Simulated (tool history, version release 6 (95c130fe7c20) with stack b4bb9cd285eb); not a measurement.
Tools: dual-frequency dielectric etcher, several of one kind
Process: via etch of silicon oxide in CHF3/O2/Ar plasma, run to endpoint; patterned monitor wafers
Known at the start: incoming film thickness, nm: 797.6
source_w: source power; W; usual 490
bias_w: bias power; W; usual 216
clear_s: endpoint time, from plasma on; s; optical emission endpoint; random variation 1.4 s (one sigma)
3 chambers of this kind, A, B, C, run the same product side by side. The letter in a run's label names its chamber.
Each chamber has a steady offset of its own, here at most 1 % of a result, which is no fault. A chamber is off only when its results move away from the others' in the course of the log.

| run | hour | source_w | bias_w | hours since the last wet clean | hours since the last source power generator calibration | hours since the last bias power generator calibration | clear_s |
|---|---|---|---|---|---|---|---|
| 1C | 7.2 | 490 | 216 | 574.4 | 2156.6 | 913.9 | 410.2 |
| 2B | 14.6 | 490 | 216 | 267.8 | 2882.5 | 2223 | 411.78 |
| 3A | 25.2 | 490 | 216 | 443.9 | 2694.8 | 4077.4 | 409.07 |
|  | 31.8 | chamber B: bias power generator calibrated |
| 4C | 34.6 | 490 | 216 | 601.8 | 2184 | 941.3 | 410.16 |
| 5A | 44.4 | 490 | 216 | 463.1 | 2714 | 4096.6 | 409.35 |
| 6B | 51.1 | 490 | 216 | 304.3 | 2919 | 19.3 | 410.02 |
| 7B | 61.8 | 490 | 216 | 315 | 2929.7 | 30 | 410.48 |
|  | 69.9 | chamber C: wet clean of the chamber |
| 8A | 70.2 | 490 | 216 | 488.9 | 2739.8 | 4122.4 | 407.15 |
| 9C | 77.2 | 490 | 216 | 7.3 | 2226.6 | 983.9 | 409.46 |
| 10C | 84.7 | 490 | 239 | 14.8 | 2234.1 | 991.4 | 397.99 |
|  | 86.5 | chamber A: wet clean of the chamber |
| 11A | 92.2 | 490 | 239 | 5.7 | 2761.8 | 4144.4 | 380.68 |
| 12B | 102.6 | 490 | 239 | 355.8 | 2970.5 | 70.8 | 395.71 |
| 13A | 110.6 | 490 | 216 | 24.1 | 2780.2 | 4162.8 | 392.97 |
| 14C | 115.4 | 530 | 237 | 45.5 | 2264.8 | 1022.1 | 385.63 |
| 15B | 125.4 | 530 | 237 | 378.6 | 2993.3 | 93.6 | 386.98 |
| 16B | 130.9 | 530 | 237 | 384.1 | 2998.8 | 99.1 | 387.18 |
| 17A | 136 | 490 | 216 | 49.5 | 2805.6 | 4188.2 | 394.64 |
| 18C | 142.9 | 490 | 216 | 73 | 2292.3 | 1049.6 | 411.42 |
| 19A | 147.8 | 490 | 216 | 61.3 | 2817.4 | 4200 | 394.04 |
| 20B | 156.2 | 490 | 216 | 409.4 | 3024.1 | 124.4 | 410.44 |
| 21C | 166.8 | 580 | 173 | 96.9 | 2316.2 | 1073.5 | 419.17 |
| 22B | 176.1 | 580 | 173 | 429.3 | 3044 | 144.3 | 415.31 |
| 23A | 185.8 | 580 | 173 | 99.3 | 2855.4 | 4238 | 397.52 |
| 24C | 192.6 | 490 | 216 | 122.7 | 2342 | 1099.3 | 411 |
| 25B | 201.7 | 490 | 216 | 454.9 | 3069.6 | 169.9 | 411.23 |
| 26C | 206.5 | 490 | 216 | 136.6 | 2355.9 | 1113.2 | 411.58 |
|  | 217.1 | chamber C: source power generator calibrated |
| 27A | 217.2 | 490 | 216 | 130.7 | 2886.8 | 4269.4 | 394.06 |
| 28B | 222.5 | 490 | 216 | 475.7 | 3090.4 | 190.7 | 411.68 |
| 29C | 229.7 | 490 | 216 | 159.8 | 12.7 | 1136.4 | 411.09 |
|  | 230.9 | chamber B: wet clean of the chamber |
| 30A | 237.2 | 450 | 184 | 150.7 | 2906.8 | 4289.4 | 428.53 |
| 31B | 247.7 | 450 | 184 | 16.9 | 3115.6 | 215.9 | 446.09 |
| 32C | 257.6 | 450 | 184 | 187.7 | 40.6 | 1164.3 | 453.41 |
| 33A | 266.3 | 490 | 216 | 179.8 | 2935.9 | 4318.5 | 394.07 |
| 34B | 273 | 490 | 216 | 42.2 | 3140.9 | 241.2 | 408.46 |
| 35A | 283.7 | 490 | 216 | 197.2 | 2953.3 | 4335.9 | 394.05 |

Next, every chamber runs the same settings. What will each give?
| 36A | 291.6 | 490 | 216 |  |  |  | ? |
| 36B | 291.6 | 490 | 216 |  |  |  | ? |
| 36C | 291.6 | 490 | 216 |  |  |  | ? |

| run | clear_s |
|---|---|
| 36A | 394.28 |
| 36B | 411.04 |
| 36C | 413.89 |

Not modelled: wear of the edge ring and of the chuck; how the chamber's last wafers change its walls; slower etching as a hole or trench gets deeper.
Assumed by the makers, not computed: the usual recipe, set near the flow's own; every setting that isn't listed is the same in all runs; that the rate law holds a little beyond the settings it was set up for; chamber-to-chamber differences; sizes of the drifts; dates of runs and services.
